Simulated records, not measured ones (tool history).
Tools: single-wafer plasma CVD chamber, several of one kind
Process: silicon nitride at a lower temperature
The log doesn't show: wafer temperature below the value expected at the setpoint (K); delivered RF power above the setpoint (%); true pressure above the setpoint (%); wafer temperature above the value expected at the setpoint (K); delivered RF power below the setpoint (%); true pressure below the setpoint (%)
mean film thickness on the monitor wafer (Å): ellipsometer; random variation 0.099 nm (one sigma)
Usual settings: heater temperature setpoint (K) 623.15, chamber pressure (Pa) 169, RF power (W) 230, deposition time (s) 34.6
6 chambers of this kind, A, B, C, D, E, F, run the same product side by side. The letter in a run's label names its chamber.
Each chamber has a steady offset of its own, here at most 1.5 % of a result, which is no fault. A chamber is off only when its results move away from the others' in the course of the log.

| run | hour | heater temperature setpoint (K) | chamber pressure (Pa) | RF power (W) | deposition time (s) | hours since the last thermocouple change | hours since the last RF generator calibration | hours since the last manometer calibration | read-back reference wafer on the same gauge, thickness_nm | mean film thickness on the monitor wafer (Å) |
|---|---|---|---|---|---|---|---|---|---|---|
| 1C | 8.4 | 623.15 | 169 | 230 | 34.6 | 73.1 | 171.4 | 596.1 | 30.828 | 316.75 |
| 2B | 16.4 | 623.15 | 169 | 230 | 34.6 | 2477.5 | 1004.9 | 429.0 | 30.787 | 317.71 |
| 3F | 27.3 | 623.15 | 169 | 230 | 34.6 | 2220.3 | 490.5 | 843.8 | 30.814 | 316.85 |
| 4A | 33.4 | 623.15 | 169 | 230 | 34.6 | 435.0 | 604.7 | 825.2 | 30.779 | 320.28 |
| 5E | 40.7 | 623.15 | 169 | 230 | 34.6 | 729.3 | 1825.4 | 1530.5 | 30.801 | 313.19 |
| 6D | 47.3 | 623.15 | 169 | 230 | 34.6 | 365.4 | 1746.9 | 480.0 | 30.799 | 315.72 |
| 7D | 54.7 | 623.15 | 169 | 230 | 34.6 | 372.8 | 1754.3 | 487.4 | 30.814 | 316.43 |
| 8C | 61.2 | 623.15 | 169 | 230 | 34.6 | 125.9 | 224.2 | 648.9 | 30.806 | 317.73 |
| 9B | 71.2 | 623.15 | 169 | 230 | 34.6 | 2532.3 | 1059.7 | 483.8 | 30.784 | 316.47 |
| 10F | 79.0 | 623.15 | 169 | 230 | 34.6 | 2272.0 | 542.2 | 895.5 | 30.794 | 316.35 |
| 11A | 85.2 | 623.15 | 169 | 230 | 34.6 | 486.8 | 656.5 | 877.0 | 30.802 | 320.84 |
| 12E | 95.6 | 623.15 | 169 | 230 | 34.6 | 784.2 | 1880.3 | 1585.4 | 30.783 | 312.23 |
| 13E | 101.6 | 623.15 | 169 | 230 | 34.6 | 790.2 | 1886.3 | 1591.4 | 30.798 | 310.76 |
|  | 105.1 | chamber B: thermocouple changed; heater temperature recalibrated |
| 14F | 114.9 | 611.15 | 169 | 230 | 34.6 | 2307.9 | 578.1 | 931.4 | 30.798 | 316.88 |
| 15D | 124.4 | 611.15 | 169 | 230 | 34.6 | 442.5 | 1824.0 | 557.1 | 30.818 | 317.15 |
| 16B | 137.7 | 611.15 | 169 | 230 | 34.6 | 32.7 | 1126.2 | 550.3 | 30.795 | 319.55 |
| 17C | 143.9 | 611.15 | 169 | 230 | 34.6 | 208.6 | 306.9 | 731.6 | 30.801 | 318.46 |
| 18A | 153.8 | 611.15 | 169 | 230 | 34.6 | 555.4 | 725.1 | 945.6 | 30.791 | 322.31 |
| 19C | 164.0 | 611.15 | 169 | 230 | 34.6 | 228.7 | 327.0 | 751.7 | 30.804 | 317.56 |
| 20F | 170.5 | 623.15 | 169 | 230 | 34.6 | 2363.5 | 633.7 | 987.0 | 30.765 | 316.56 |
| 21D | 178.2 | 623.15 | 169 | 230 | 34.6 | 496.3 | 1877.8 | 610.9 | 30.795 | 317.19 |
| 22E | 187.0 | 623.15 | 169 | 230 | 34.6 | 875.6 | 1971.7 | 1676.8 | 30.811 | 314.00 |
| 23B | 199.1 | 623.15 | 169 | 230 | 34.6 | 94.1 | 1187.6 | 611.7 | 30.820 | 315.96 |
| 24A | 208.3 | 623.15 | 169 | 230 | 34.6 | 609.9 | 779.6 | 1000.1 | 30.802 | 320.45 |
| 25F | 218.2 | 623.15 | 169 | 230 | 34.6 | 2411.2 | 681.4 | 1034.7 | 30.802 | 316.01 |
| 26E | 231.5 | 623.15 | 169 | 230 | 34.6 | 920.1 | 2016.2 | 1721.3 | 30.791 | 312.03 |
| 27B | 243.2 | 623.15 | 169 | 230 | 34.6 | 138.2 | 1231.7 | 655.8 | 30.785 | 316.50 |
| 28A | 256.3 | 623.15 | 169 | 230 | 31.6 | 657.9 | 827.6 | 1048.1 | 30.816 | 294.88 |
| 29C | 263.0 | 623.15 | 169 | 230 | 31.6 | 327.7 | 426.0 | 850.7 | 30.791 | 287.99 |
| 30D | 270.9 | 623.15 | 169 | 230 | 31.6 | 589.0 | 1970.5 | 703.6 | 30.778 | 287.94 |
| 31E | 281.6 | 623.15 | 169 | 230 | 31.6 | 970.2 | 2066.3 | 1771.4 | 30.802 | 286.94 |
| 32B | 289.9 | 623.15 | 169 | 230 | 31.6 | 184.9 | 1278.4 | 702.5 | 30.803 | 290.28 |
|  | 295.0 | chamber D: RF generator calibrated |
| 33C | 296.1 | 623.15 | 169 | 230 | 31.6 | 360.8 | 459.1 | 883.8 | 30.814 | 290.03 |
| 34A | 302.8 | 623.15 | 169 | 230 | 34.6 | 704.4 | 874.1 | 1094.6 | 30.825 | 320.15 |
| 35F | 312.5 | 623.15 | 169 | 230 | 34.6 | 2505.5 | 775.7 | 1129.0 | 30.794 | 314.95 |
| 36D | 318.5 | 623.15 | 169 | 230 | 34.6 | 636.6 | 23.5 | 751.2 | 30.815 | 315.13 |
| 37B | 326.4 | 623.15 | 169 | 230 | 34.6 | 221.4 | 1314.9 | 739.0 | 30.804 | 314.32 |
| 38D | 333.8 | 633.15 | 155 | 230 | 34.6 | 651.9 | 38.8 | 766.5 | 30.801 | 306.92 |
| 39F | 342.2 | 633.15 | 155 | 230 | 34.6 | 2535.2 | 805.4 | 1158.7 | 30.798 | 302.62 |
| 40A | 349.5 | 633.15 | 155 | 230 | 34.6 | 751.1 | 920.8 | 1141.3 | 30.823 | 309.14 |
| 41E | 362.6 | 633.15 | 155 | 230 | 34.6 | 1051.2 | 2147.3 | 1852.4 | 30.793 | 304.05 |
| 42C | 375.0 | 633.15 | 155 | 230 | 34.6 | 439.7 | 538.0 | 962.7 | 30.793 | 305.67 |
| 43F | 383.1 | 633.15 | 155 | 230 | 34.6 | 2576.1 | 846.3 | 1199.6 | 30.790 | 303.36 |
| 44D | 389.3 | 623.15 | 169 | 275 | 34.6 | 707.4 | 94.3 | 822.0 | 30.809 | 358.20 |

Next, every chamber runs the same settings. What will each give?
| 45A | 399.0 | 623.15 | 169 | 215 | 34.6 |  |  |  |  | ? |
| 45B | 399.0 | 623.15 | 169 | 215 | 34.6 |  |  |  |  | ? |
| 45C | 399.0 | 623.15 | 169 | 215 | 34.6 |  |  |  |  | ? |
| 45D | 399.0 | 623.15 | 169 | 215 | 34.6 |  |  |  |  | ? |
| 45E | 399.0 | 623.15 | 169 | 215 | 34.6 |  |  |  |  | ? |
| 45F | 399.0 | 623.15 | 169 | 215 | 34.6 |  |  |  |  | ? |

| run | mean film thickness on the monitor wafer (Å) |
|---|---|
| 45A | 305.06 |
| 45B | 300.20 |
| 45C | 299.66 |
| 45D | 301.60 |
| 45E | 297.70 |
| 45F | 294.58 |
